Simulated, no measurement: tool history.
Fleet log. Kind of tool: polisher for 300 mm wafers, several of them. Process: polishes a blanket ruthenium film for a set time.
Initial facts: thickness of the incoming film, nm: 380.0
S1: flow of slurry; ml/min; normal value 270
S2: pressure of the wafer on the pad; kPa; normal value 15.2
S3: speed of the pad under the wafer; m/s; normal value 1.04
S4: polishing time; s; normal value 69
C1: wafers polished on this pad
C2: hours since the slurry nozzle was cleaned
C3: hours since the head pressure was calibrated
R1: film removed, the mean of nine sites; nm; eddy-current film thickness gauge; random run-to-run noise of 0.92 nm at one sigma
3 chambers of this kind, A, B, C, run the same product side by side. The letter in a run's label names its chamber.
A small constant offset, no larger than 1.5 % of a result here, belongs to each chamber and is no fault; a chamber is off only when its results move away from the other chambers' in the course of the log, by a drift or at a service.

run 1B hour=9.8 | S1=270 S2=15.2 S3=1.04 S4=69 | C1=751 C2=18.1 C3=1260.5 | R1=85.827
run 2A hour=16.4 | S1=270 S2=15.2 S3=1.04 S4=69 | C1=523 C2=25.6 C3=592.7 | R1=84.049
run 3C hour=23.4 | S1=270 S2=15.2 S3=1.04 S4=69 | C1=303 C2=501.4 C3=607.2 | R1=86.646
run 4C hour=36.5 | S1=270 S2=15.2 S3=1.04 S4=69 | C1=382 C2=514.5 C3=620.3 | R1=87.814
-- hour=40.9 chamber A: worn pad replaced by a new one
run 5B hour=48.8 | S1=270 S2=15.2 S3=1.04 S4=69 | C1=985 C2=57.1 C3=1299.5 | R1=87.494
-- hour=53.5 chamber B: worn pad replaced by a new one
run 6A hour=54.8 | S1=270 S2=15.2 S3=1.04 S4=69 | C1=83 C2=64.0 C3=631.1 | R1=85.594
-- hour=61.9 chamber C: head pressure recalibrated
run 7A hour=65.8 | S1=270 S2=15.2 S3=1.04 S4=69 | C1=149 C2=75.0 C3=642.1 | R1=84.686
run 8C hour=76.5 | S1=270 S2=15.2 S3=1.04 S4=69 | C1=621 C2=554.5 C3=14.7 | R1=87.437
run 9B hour=89.2 | S1=270 S2=15.2 S3=1.04 S4=69 | C1=213 C2=97.5 C3=1339.9 | R1=86.810
run 10C hour=102.0 | S1=205 S2=15.2 S3=1.04 S4=48 | C1=773 C2=580.0 C3=40.2 | R1=57.860
run 11B hour=113.7 | S1=205 S2=15.2 S3=1.04 S4=48 | C1=360 C2=122.0 C3=1364.4 | R1=58.212
-- hour=115.1 chamber B: head pressure recalibrated
run 12A hour=121.2 | S1=205 S2=15.2 S3=1.04 S4=48 | C1=480 C2=130.4 C3=697.5 | R1=57.263
-- hour=128.0 chamber C: worn pad replaced by a new one
run 13C hour=129.9 | S1=270 S2=15.2 S3=1.04 S4=69 | C1=11 C2=607.9 C3=68.1 | R1=84.925
run 14A hour=137.0 | S1=270 S2=15.2 S3=1.04 S4=69 | C1=574 C2=146.2 C3=713.3 | R1=83.642
run 15B hour=148.6 | S1=270 S2=18.6 S3=1.04 S4=69 | C1=568 C2=156.9 C3=33.6 | R1=104.550
-- hour=149.0 chamber A: worn pad replaced by a new one
run 16C hour=159.4 | S1=270 S2=18.6 S3=1.04 S4=69 | C1=188 C2=637.4 C3=97.6 | R1=108.270
run 17B hour=171.7 | S1=270 S2=18.6 S3=1.04 S4=69 | C1=707 C2=180.0 C3=56.7 | R1=103.740
run 18A hour=180.3 | S1=270 S2=15.2 S3=1.04 S4=69 | C1=187 C2=189.5 C3=756.6 | R1=82.880
-- hour=184.6 chamber C: slurry nozzle cleaned
run 19C hour=187.2 | S1=270 S2=15.2 S3=1.04 S4=69 | C1=354 C2=2.6 C3=125.4 | R1=86.284
run 20A hour=196.3 | S1=270 S2=15.2 S3=1.04 S4=69 | C1=283 C2=205.5 C3=772.6 | R1=82.762
run 21B hour=205.8 | S1=270 S2=15.2 S3=1.04 S4=69 | C1=911 C2=214.1 C3=90.8 | R1=85.344
run 22C hour=217.7 | S1=270 S2=15.2 S3=1.04 S4=69 | C1=536 C2=33.1 C3=155.9 | R1=88.297
run 23B hour=225.8 | S1=270 S2=15.2 S3=1.04 S4=69 | C1=1030 C2=234.1 C3=110.8 | R1=85.701
run 24A hour=237.7 | S1=270 S2=15.2 S3=1.04 S4=69 | C1=530 C2=246.9 C3=814.0 | R1=80.477
-- hour=243.7 chamber B: worn pad replaced by a new one
run 25A hour=247.2 | S1=270 S2=15.2 S3=1.04 S4=69 | C1=587 C2=256.4 C3=823.5 | R1=80.929
run 26B hour=257.9 | S1=270 S2=15.2 S3=1.04 S4=69 | C1=85 C2=266.2 C3=142.9 | R1=84.686
-- hour=263.7 chamber A: worn pad replaced by a new one
run 27C hour=265.5 | S1=270 S2=15.2 S3=1.04 S4=69 | C1=822 C2=80.9 C3=203.7 | R1=88.254
run 28C hour=273.2 | S1=270 S2=15.2 S3=1.04 S4=69 | C1=868 C2=88.6 C3=211.4 | R1=85.412
-- hour=283.1 chamber C: worn pad replaced by a new one
-- hour=283.7 chamber B: slurry nozzle cleaned
run 29A hour=284.2 | S1=270 S2=15.2 S3=1.04 S4=69 | C1=123 C2=293.4 C3=860.5 | R1=77.538
run 30B hour=293.4 | S1=270 S2=15.2 S3=1.04 S4=69 | C1=297 C2=9.8 C3=178.4 | R1=86.389
run 31B hour=303.4 | S1=270 S2=15.2 S3=1.04 S4=69 | C1=357 C2=19.8 C3=188.4 | R1=86.078
run 32A hour=309.9 | S1=300 S2=13.8 S3=1.04 S4=69 | C1=276 C2=319.1 C3=886.2 | R1=70.285
run 33C hour=316.6 | S1=300 S2=13.8 S3=1.04 S4=69 | C1=200 C2=132.0 C3=254.8 | R1=78.439
run 34C hour=326.6 | S1=300 S2=13.8 S3=1.04 S4=69 | C1=260 C2=142.0 C3=264.8 | R1=79.207

All 3 chambers run these settings next. Forecast each chamber's results:
run 35A hour=335.9 | S1=270 S2=15.2 S3=1.04 S4=69 | R1=?
run 35B hour=335.9 | S1=270 S2=15.2 S3=1.04 S4=69 | R1=?
run 35C hour=335.9 | S1=270 S2=15.2 S3=1.04 S4=69 | R1=?

run=35A R1=76.961
run=35B R1=85.230
run=35C R1=85.865

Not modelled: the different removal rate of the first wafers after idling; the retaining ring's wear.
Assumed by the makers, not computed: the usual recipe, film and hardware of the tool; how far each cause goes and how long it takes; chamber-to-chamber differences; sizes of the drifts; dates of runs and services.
